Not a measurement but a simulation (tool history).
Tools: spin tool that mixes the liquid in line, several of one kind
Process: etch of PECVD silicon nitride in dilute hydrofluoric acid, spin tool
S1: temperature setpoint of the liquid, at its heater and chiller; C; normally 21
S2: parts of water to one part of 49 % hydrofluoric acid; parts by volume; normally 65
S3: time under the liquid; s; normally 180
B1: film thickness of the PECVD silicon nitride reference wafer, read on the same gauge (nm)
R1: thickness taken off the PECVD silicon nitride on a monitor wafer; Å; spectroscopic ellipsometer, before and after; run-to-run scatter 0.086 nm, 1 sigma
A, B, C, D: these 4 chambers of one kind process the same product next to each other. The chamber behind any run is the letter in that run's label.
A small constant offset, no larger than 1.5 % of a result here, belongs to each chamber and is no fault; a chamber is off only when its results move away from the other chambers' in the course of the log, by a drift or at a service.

run 1B hour=11.5 | S1=21 S2=65 S3=180 | B1=120.04 | R1=97.055
run 2C hour=19.2 | S1=21 S2=65 S3=180 | B1=120.01 | R1=98.129
run 3D hour=29.8 | S1=21 S2=65 S3=180 | B1=119.98 | R1=97.795
run 4A hour=38.8 | S1=21 S2=65 S3=180 | B1=120.02 | R1=97.642
run 5C hour=46.7 | S1=18 S2=40 S3=180 | B1=120.02 | R1=128.180
-- hour=51.1 chamber B: thermometer replaced
run 6A hour=55.8 | S1=18 S2=40 S3=180 | B1=119.98 | R1=129.960
run 7B hour=64.4 | S1=18 S2=40 S3=180 | B1=120.01 | R1=122.490
run 8D hour=73.9 | S1=18 S2=40 S3=180 | B1=119.99 | R1=123.590
run 9B hour=81.7 | S1=21 S2=65 S3=180 | B1=119.99 | R1=98.202
run 10A hour=93.3 | S1=21 S2=65 S3=180 | B1=120.00 | R1=98.091
run 11D hour=101.2 | S1=21 S2=65 S3=180 | B1=120.02 | R1=94.004
run 12C hour=111.3 | S1=21 S2=65 S3=180 | B1=119.99 | R1=100.320
run 13D hour=122.2 | S1=21 S2=65 S3=180 | B1=120.05 | R1=92.443
run 14A hour=133.8 | S1=21 S2=65 S3=180 | B1=119.95 | R1=98.130
run 15C hour=145.1 | S1=21 S2=65 S3=180 | B1=120.01 | R1=98.838
run 16B hour=156.3 | S1=21 S2=65 S3=180 | B1=119.96 | R1=96.192
run 17C hour=164.8 | S1=21 S2=65 S3=180 | B1=119.99 | R1=98.542
run 18D hour=176.4 | S1=21 S2=65 S3=180 | B1=120.02 | R1=90.980
run 19A hour=186.8 | S1=21 S2=65 S3=180 | B1=120.03 | R1=98.182
run 20B hour=194.9 | S1=21 S2=65 S3=180 | B1=120.03 | R1=96.402
run 21D hour=205.2 | S1=21 S2=75 S3=180 | B1=120.02 | R1=77.732
run 22C hour=211.8 | S1=21 S2=75 S3=180 | B1=120.02 | R1=85.743
run 23A hour=219.6 | S1=21 S2=75 S3=180 | B1=120.01 | R1=86.353
-- hour=220.5 chamber B: hydrofluoric acid flow meter replaced
run 24B hour=230.6 | S1=21 S2=75 S3=180 | B1=120.04 | R1=84.155

The same settings go to every chamber for the next run, one line per chamber below. Forecast the results for each:
run 25A hour=239.2 | S1=21 S2=65 S3=215 | R1=?
run 25B hour=239.2 | S1=21 S2=65 S3=215 | R1=?
run 25C hour=239.2 | S1=21 S2=65 S3=215 | R1=?
run 25D hour=239.2 | S1=21 S2=65 S3=215 | R1=?

run=25A R1=117.410
run=25B R1=116.350
run=25C R1=118.560
run=25D R1=103.720

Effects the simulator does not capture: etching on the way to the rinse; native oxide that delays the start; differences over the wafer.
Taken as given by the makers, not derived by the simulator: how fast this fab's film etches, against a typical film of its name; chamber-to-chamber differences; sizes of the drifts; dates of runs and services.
